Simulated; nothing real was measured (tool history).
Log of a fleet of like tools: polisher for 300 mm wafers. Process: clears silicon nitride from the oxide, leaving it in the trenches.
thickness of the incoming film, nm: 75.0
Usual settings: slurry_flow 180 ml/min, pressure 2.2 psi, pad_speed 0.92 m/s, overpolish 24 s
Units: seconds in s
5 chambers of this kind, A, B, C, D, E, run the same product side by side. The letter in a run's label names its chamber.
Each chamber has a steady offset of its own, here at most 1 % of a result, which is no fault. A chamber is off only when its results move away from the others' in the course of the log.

run	day	slurry_flow	pressure	pad_speed	overpolish	seconds
1D	0.396	180	2.2	0.92	24	122.76
# day 0.567: chamber B: head pressure recalibrated
# day 0.788: chamber A: slurry nozzle cleaned
2E	0.812	180	2.2	0.92	24	121.57
3B	1.188	180	2.2	0.92	24	122.89
4A	1.500	180	2.2	0.92	24	122.93
5C	1.812	180	2.2	0.92	24	121.37
6D	2.292	180	2.2	0.92	13	122.57
# day 2.575: chamber D: worn pad replaced by a new one
7C	2.712	180	2.2	0.92	13	120.15
# day 2.938: chamber E: worn pad replaced by a new one
8E	3.200	180	2.2	0.92	13	120.72
# day 3.254: chamber A: worn pad replaced by a new one
# day 3.479: chamber C: slurry nozzle cleaned
9A	3.504	180	2.2	0.92	13	123.64
10B	4.021	180	2.2	0.92	13	122.19
11C	4.462	180	2.2	0.92	24	122.81
12D	4.938	180	2.2	0.92	24	122.77
13E	5.462	180	2.2	0.92	24	121.59
14B	5.854	180	2.2	0.92	24	122.72
15A	6.254	180	2.2	0.92	24	118.97
16A	6.542	180	2.2	0.92	24	119.94
# day 6.696: chamber D: slurry nozzle cleaned
17D	6.983	180	2.2	0.92	24	120.17
# day 7.333: chamber E: slurry nozzle cleaned
18C	7.388	180	2.2	0.92	24	125.16
19E	7.808	180	2.2	0.92	24	120.88
20B	8.246	180	2.2	0.92	24	122.92
21D	8.725	180	2.2	0.92	24	120.54
22E	9.154	180	2.2	0.92	24	122.47
23B	9.604	180	2.2	0.92	24	122.58
24A	9.846	180	2.2	0.92	24	120.39
25C	10.125	180	2.2	0.92	24	129.04
26E	10.362	180	2.2	0.92	24	122.93
27B	10.658	180	2.2	0.92	24	122.51
28C	11.158	180	2.2	0.92	24	127.27
# day 11.462: chamber D: head pressure recalibrated
29A	11.529	120	2.2	0.92	24	132.36
30D	11.808	120	2.2	0.92	24	133.22

All 5 chambers run these settings next. Forecast each chamber's results:
31A	12.188	180	2.2	0.92	19	?
31B	12.188	180	2.2	0.92	19	?
31C	12.188	180	2.2	0.92	19	?
31D	12.188	180	2.2	0.92	19	?
31E	12.188	180	2.2	0.92	19	?

run	seconds
31A	120.87
31B	121.72
31C	130.39
31D	123.07
31E	118.14
